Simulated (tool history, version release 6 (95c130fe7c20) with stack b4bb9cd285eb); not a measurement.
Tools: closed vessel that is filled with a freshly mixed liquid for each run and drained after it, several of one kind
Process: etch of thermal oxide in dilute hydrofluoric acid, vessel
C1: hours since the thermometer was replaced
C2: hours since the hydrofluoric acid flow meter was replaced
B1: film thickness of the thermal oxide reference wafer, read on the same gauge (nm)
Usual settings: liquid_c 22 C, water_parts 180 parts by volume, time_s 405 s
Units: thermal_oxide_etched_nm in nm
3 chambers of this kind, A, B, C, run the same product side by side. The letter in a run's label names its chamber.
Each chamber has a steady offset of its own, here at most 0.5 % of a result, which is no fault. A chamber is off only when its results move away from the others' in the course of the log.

Run 1C, day 0.279: usual settings; C1 2902.3; C2 142.2; B1 49.999. Result: thermal_oxide_etched_nm 8.7742 nm.
Run 2A, day 0.467: usual settings; C1 1299.8; C2 1781.1; B1 50.015. Result: thermal_oxide_etched_nm 8.7655 nm.
Run 3B, day 0.733: usual settings; C1 22.6; C2 800.9; B1 49.995. Result: thermal_oxide_etched_nm 8.9538 nm.
At day 0.85: chamber C: thermometer replaced.
Run 4C, day 1.012: usual settings; C1 3.9; C2 159.8; B1 50.049. Result: thermal_oxide_etched_nm 8.9469 nm.
Run 5A, day 1.225: usual settings; C1 1318; C2 1799.3; B1 49.959. Result: thermal_oxide_etched_nm 8.8132 nm.
Run 6B, day 1.5: usual settings; C1 41; C2 819.3; B1 50.032. Result: thermal_oxide_etched_nm 8.8764 nm.
Run 7A, day 1.821: usual settings; C1 1332.3; C2 1813.6; B1 49.991. Result: thermal_oxide_etched_nm 8.6795 nm.
Run 8C, day 2.108: usual settings; C1 30.2; C2 186.1; B1 50.008. Result: thermal_oxide_etched_nm 8.9048 nm.
Run 9B, day 2.475: usual settings; C1 64.4; C2 842.7; B1 50.031. Result: thermal_oxide_etched_nm 8.7827 nm.
Run 10C, day 2.779: usual settings; C1 46.3; C2 202.2; B1 50.003. Result: thermal_oxide_etched_nm 8.8037 nm.
Run 11B, day 3.15: usual settings; C1 80.6; C2 858.9; B1 50.037. Result: thermal_oxide_etched_nm 8.8413 nm.
Run 12A, day 3.425: usual settings; C1 1370.8; C2 1852.1; B1 50.001. Result: thermal_oxide_etched_nm 8.8922 nm.
Run 13C, day 3.767: usual settings; C1 70; C2 225.9; B1 49.992. Result: thermal_oxide_etched_nm 8.8746 nm.
Run 14B, day 3.958: usual settings; C1 100; C2 878.3; B1 49.986. Result: thermal_oxide_etched_nm 8.9163 nm.
Run 15A, day 4.171: usual settings; C1 1388.7; C2 1870; B1 50.017. Result: thermal_oxide_etched_nm 9.0936 nm.
Run 16C, day 4.533: usual settings; C1 88.4; C2 244.3; B1 50.021. Result: thermal_oxide_etched_nm 8.8829 nm.
Run 17B, day 4.775: usual settings; C1 119.6; C2 897.9; B1 50.032. Result: thermal_oxide_etched_nm 8.8504 nm.
Run 18A, day 4.996: usual settings; C1 1408.5; C2 1889.8; B1 49.997. Result: thermal_oxide_etched_nm 9.074 nm.
Run 19B, day 5.3: usual settings; C1 132.2; C2 910.5; B1 49.957. Result: thermal_oxide_etched_nm 8.9422 nm.
Run 20C, day 5.504: usual settings; C1 111.7; C2 267.6; B1 49.969. Result: thermal_oxide_etched_nm 8.8635 nm.
Run 21A, day 5.75: usual settings but water_parts 240 parts by volume, time_s 625 s; C1 1426.6; C2 1907.9; B1 49.967. Result: thermal_oxide_etched_nm 9.8407 nm.
Run 22B, day 6.071: usual settings but water_parts 240 parts by volume, time_s 625 s; C1 150.7; C2 929; B1 50.013. Result: thermal_oxide_etched_nm 9.6709 nm.
Run 23C, day 6.267: usual settings but water_parts 240 parts by volume, time_s 625 s; C1 130; C2 285.9; B1 49.991. Result: thermal_oxide_etched_nm 9.7395 nm.
Run 24A, day 6.496: usual settings; C1 1444.5; C2 1925.8; B1 50.028. Result: thermal_oxide_etched_nm 9.2635 nm.
Run 25B, day 6.683: usual settings but water_parts 140 parts by volume, time_s 640 s; C1 165.4; C2 943.7; B1 50.025. Result: thermal_oxide_etched_nm 18.759 nm.
Run 26C, day 6.917: usual settings but water_parts 140 parts by volume, time_s 640 s; C1 145.6; C2 301.5; B1 50.017. Result: thermal_oxide_etched_nm 18.716 nm.
Run 27A, day 7.104: usual settings but water_parts 140 parts by volume, time_s 640 s; C1 1459.1; C2 1940.4; B1 50.01. Result: thermal_oxide_etched_nm 19.62 nm.
Run 28A, day 7.4: usual settings; C1 1466.2; C2 1947.5; B1 50.019. Result: thermal_oxide_etched_nm 9.2895 nm.
Run 29C, day 7.792: usual settings; C1 166.6; C2 322.5; B1 49.988. Result: thermal_oxide_etched_nm 8.8193 nm.
Run 30B, day 8.092: usual settings; C1 199.2; C2 977.5; B1 49.963. Result: thermal_oxide_etched_nm 8.9723 nm.

Next, every chamber runs the same settings. What will each give?
Run 31A, day 8.371: usual settings but water_parts 215 parts by volume. Result: thermal_oxide_etched_nm ?.
Run 31B, day 8.371: usual settings but water_parts 215 parts by volume. Result: thermal_oxide_etched_nm ?.
Run 31C, day 8.371: usual settings but water_parts 215 parts by volume. Result: thermal_oxide_etched_nm ?.

run  thermal_oxide_etched_nm
31A                    7.633
31B                   7.2067
31C                   7.1865

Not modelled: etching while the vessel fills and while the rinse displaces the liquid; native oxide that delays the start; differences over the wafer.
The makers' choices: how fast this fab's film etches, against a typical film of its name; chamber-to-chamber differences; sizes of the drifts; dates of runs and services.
